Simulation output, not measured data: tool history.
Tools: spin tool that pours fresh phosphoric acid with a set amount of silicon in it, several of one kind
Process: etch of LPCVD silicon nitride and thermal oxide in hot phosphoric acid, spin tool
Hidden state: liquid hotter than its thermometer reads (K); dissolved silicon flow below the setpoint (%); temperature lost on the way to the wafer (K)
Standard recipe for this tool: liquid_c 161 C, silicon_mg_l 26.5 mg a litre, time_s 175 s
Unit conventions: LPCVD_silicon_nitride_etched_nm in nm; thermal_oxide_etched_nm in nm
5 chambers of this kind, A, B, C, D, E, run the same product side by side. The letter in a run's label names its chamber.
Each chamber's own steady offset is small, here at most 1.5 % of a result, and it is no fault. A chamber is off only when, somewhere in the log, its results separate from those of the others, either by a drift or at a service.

run,hour,liquid_c,silicon_mg_l,time_s,hours since the thermometer was replaced,hours since the dissolved silicon flow meter was replaced,hours since the heated supply line was repaired,"read-back film thickness of the LPCVD silicon nitride reference wafer, read on the same gauge (nm)","read-back film thickness of the thermal oxide reference wafer, read on the same gauge (nm)",LPCVD_silicon_nitride_etched_nm,thermal_oxide_etched_nm
1B,4.7,161,26.5,175,1341.6,288.8,2644.9,100.01,40.028,15.671,0.31698
2E,9.7,161,26.5,175,502.4,534.1,333.2,99.979,40.015,15.446,0.25644
3C,13.9,161,26.5,175,688.2,683.4,1004.9,100,40.002,15.886,0.25144
4D,18.6,161,26.5,175,1747.8,732.2,1629.8,100.02,40.034,15.619,0.26887
5A,22.2,161,26.5,175,598.2,322.5,878,99.987,40.012,15.324,0.21545
6B,27.5,161,26.5,175,1364.4,311.6,2667.7,99.998,40.011,15.665,0.24779
7A,30.6,161,26.5,175,606.6,330.9,886.4,99.976,40.02,15.351,0.22986
8D,33.3,161,26.5,175,1762.5,746.9,1644.5,99.988,40.008,15.869,0.26928
9C,35.7,161,26.5,175,710,705.2,1026.7,99.964,39.981,15.507,0.25115
10E,39.3,161,26.5,175,532,563.7,362.8,100.02,39.956,15.744,0.29107
11D,44.5,161,18,105,1773.7,758.1,1655.7,99.995,39.987,9.4759,0.14312
# hour 45.2: chamber C: dissolved silicon flow meter replaced
12B,46.9,161,18,105,1383.8,331,2687.1,99.996,39.971,9.4505,0.17638
13E,49.5,161,18,105,542.2,573.9,373,99.994,40.038,9.4087,0.24899
14A,54.7,161,18,105,630.7,355,910.5,100.01,40.026,8.9063,0.13017
15C,58.1,161,18,105,732.4,13,1049.1,100.03,39.997,9.5689,0.22196
16D,62.3,161,26.5,175,1791.5,775.9,1673.5,100.02,39.98,15.734,0.3212
17B,66.5,161,26.5,175,1403.4,350.6,2706.7,100.04,40.004,15.555,0.23243
18C,71.5,161,26.5,175,745.8,26.4,1062.5,99.99,40.04,15.804,0.28028
19E,73.8,161,26.5,175,566.5,598.2,397.3,100.04,39.992,15.728,0.20425
20A,76.3,161,26.5,175,652.3,376.6,932.1,100.01,39.961,14.875,0.19504
21B,80.4,161,17.5,215,1417.3,364.5,2720.6,100.02,40.04,19.128,0.39613
22E,83.2,161,17.5,215,575.9,607.6,406.7,100.01,40.034,19.259,0.48215
23A,88.2,161,17.5,215,664.2,388.5,944,99.979,39.977,17.958,0.26898
24D,93.2,161,17.5,215,1822.4,806.8,1704.4,100.01,40.022,19.145,0.49183
25C,98.2,161,17.5,215,772.5,53.1,1089.2,99.971,40.025,19.498,0.45953
26E,102.5,161,26.5,175,595.2,626.9,426,99.96,40.013,15.525,0.2487
27B,106.9,161,26.5,175,1443.8,391,2747.1,100.01,39.992,15.665,0.22522
28C,109.8,161,26.5,175,784.1,64.7,1100.8,100,39.992,15.802,0.25705
29D,114.9,161,26.5,175,1844.1,828.5,1726.1,100.02,40.007,15.748,0.23319
30A,119.6,161,26.5,175,695.6,419.9,975.4,99.981,39.985,13.988,0.26

One chamber off, gauge drift, or nothing amiss beyond the chambers' own small offsets? If it is a chamber, which one, and what is the likeliest cause?

Little by little, chamber A moves away from the other chambers.
Likeliest cause: temperature lost on the way to the wafer (K) = 2.62.
It could be hard to tell apart here from: liquid colder than its thermometer reads (K).

Chamber A could run next with any of the 4 candidate recipes listed below; each alters the usual settings, and their results appear as question marks. Which one brings its results back in line with what the other chambers deliver on the usual settings?
In line here means within this much of the mean the other chambers give on the usual settings: LPCVD_silicon_nitride_etched_nm 0.47 nm; thermal_oxide_etched_nm 0.13 nm
31A-1,123.4,161,25.5,185,,,,,,?,?
31A-2,123.4,161,29,160,,,,,,?,?
31A-3,123.4,161,27.5,165,,,,,,?,?
31A-4,123.4,161,24,195,,,,,,?,?

Mean of the other chambers on the usual settings: LPCVD_silicon_nitride_etched_nm 15.732 nm; thermal_oxide_etched_nm 0.27264 nm
run,LPCVD_silicon_nitride_etched_nm,thermal_oxide_etched_nm
31A-1,15.068,0.25431
31A-2,13.031,0.19385
31A-3,13.439,0.21144
31A-4,15.882,0.28169
31A-4 is the one that brings the chamber's results back in line with the other chambers.
